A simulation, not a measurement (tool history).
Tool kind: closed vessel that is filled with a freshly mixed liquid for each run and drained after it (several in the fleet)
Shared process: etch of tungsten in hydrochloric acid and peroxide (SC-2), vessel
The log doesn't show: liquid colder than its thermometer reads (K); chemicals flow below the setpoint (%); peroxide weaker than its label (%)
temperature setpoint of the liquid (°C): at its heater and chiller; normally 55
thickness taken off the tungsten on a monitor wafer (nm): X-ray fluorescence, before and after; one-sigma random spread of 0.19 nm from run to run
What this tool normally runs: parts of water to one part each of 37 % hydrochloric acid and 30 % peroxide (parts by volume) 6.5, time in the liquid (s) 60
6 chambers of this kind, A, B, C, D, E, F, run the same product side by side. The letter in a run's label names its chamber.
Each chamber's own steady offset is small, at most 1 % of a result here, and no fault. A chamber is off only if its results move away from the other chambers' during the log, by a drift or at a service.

run	hour	temperature setpoint of the liquid (°C)	parts of water to one part each of 37 % hydrochloric acid and 30 % peroxide (parts by volume)	time in the liquid (s)	hours since the thermometer was replaced	hours since the chemicals flow meter was replaced	hours since the drum of peroxide was connected	read-back film thickness of the tungsten reference wafer, read on the same gauge (nm)	thickness taken off the tungsten on a monitor wafer (nm)
1F	3.8	55	6.5	60	348.5	913.5	27.4	120.02	23.444
2A	5.9	55	6.5	60	2084.8	755.6	36.2	119.99	23.208
3B	9.1	55	6.5	60	1790	1036.7	418.3	120.02	22.907
4E	11.3	55	6.5	60	502.5	2078	220.3	120	23.299
5D	15.5	55	6.5	60	252.5	1636.1	52.2	119.98	23.185
6C	19.9	55	6.5	60	561.2	463.4	325.5	120	23.301
7E	22.4	55	6.5	60	513.6	2089.1	231.4	120.01	22.981
8F	24.7	55	6.5	50	369.4	934.4	48.3	120	19.457
9B	29	55	6.5	50	1809.9	1056.6	438.2	120	19.677
10C	31	55	6.5	50	572.3	474.5	336.6	120.02	19.364
11D	34.9	55	6.5	50	271.9	1655.5	71.6	120.02	19.665
12A	37.3	55	6.5	50	2116.2	787	67.6	119.99	19.403
13B	39.3	55	6.5	50	1820.2	1066.9	448.5	120	19.481
14D	42	55	6.5	60	279	1662.6	78.7	119.99	23.289
15E	46.5	55	6.5	60	537.7	2113.2	255.5	120.01	22.994
16F	50.1	55	6.5	60	394.8	959.8	73.7	120	23.593
17A	52.3	55	6.5	60	2131.2	802	82.6	119.99	23.449
18C	56.9	47	4	60	598.2	500.4	362.5	119.99	19.282
19C	59.1	47	4	60	600.4	502.6	364.7	119.99	19.196
20B	61.7	47	4	60	1842.6	1089.3	470.9	119.99	19.416
21F	66.2	47	4	60	410.9	975.9	89.8	120	19.449
22D	70.1	47	4	60	307.1	1690.7	106.8	120	19.49
23A	72.9	47	4	60	2151.8	822.6	103.2	120.02	19.411
24E	75.1	59.5	9	60	566.3	2141.8	284.1	119.99	23.857
25D	79	59.5	9	60	316	1699.6	115.7	120.01	23.816
26C	83.4	59.5	9	60	624.7	526.9	389	120	22.541
27E	87.5	59.5	9	60	578.7	2154.2	296.5	120	23.549
28F	92.1	59.5	9	60	436.8	1001.8	115.7	120	24.06
29A	95.8	59.5	9	60	2174.7	845.5	126.1	119.99	24.156
30B	100.4	55	6.5	60	1881.3	1128	509.6	120.01	23.398
31B	102.5	55	6.5	60	1883.4	1130.1	511.7	120.01	23.343
32A	106.9	55	8	60	2185.8	856.6	137.2	119.99	19.627
33D	111.5	55	8	60	348.5	1732.1	148.2	120	19.823
34C	114.6	55	8	60	655.9	558.1	420.2	119.99	18.421
35E	119.1	55	8	60	610.3	2185.8	328.1	120.02	19.678
36F	122.5	55	8	60	467.2	1032.2	146.1	120	19.741
37D	126	55	8	60	363	1746.6	162.7	120	19.534
38B	128.2	55	6.5	60	1909.1	1155.8	537.4	120.01	23.588
39C	130.3	55	6.5	60	671.6	573.8	435.9	119.99	21.743
40F	132.8	55	6.5	60	477.5	1042.5	156.4	120	23.655

Read the log: is a single chamber off, either drifting away or since a service, is the gauge that measures every chamber drifting, or is nothing wrong beyond small per-chamber offsets? Name any odd chamber and what most likely caused it.

One chamber, C, drifts off from the rest bit by bit.
Cause: liquid colder than its thermometer reads (K) = 1.25.
The log might look much the same if the cause were instead: chemicals flow below the setpoint (%); peroxide weaker than its label (%).

Below are 4 candidate recipes for chamber C's next run, each the usual settings with a change, their results shown as question marks. Which of them brings C's results back in line with what the other chambers give on the usual settings?
Counts as in line when no further than this from what the other chambers average on the usual settings: thickness taken off the tungsten on a monitor wafer (nm) 0.65
41C-1	136.1	55	6.5	55					?
41C-2	136.1	54	6.5	55					?
41C-3	136.1	56	6.5	65					?
41C-4	136.1	55	6.5	65					?

Mean of the other chambers on the usual settings: thickness taken off the tungsten on a monitor wafer (nm) 23.315
run	thickness taken off the tungsten on a monitor wafer (nm)
41C-1	19.721
41C-2	18.485
41C-3	24.854
41C-4	23.306
Change 41C-4 lands the chamber within the allowed miss of the other chambers.
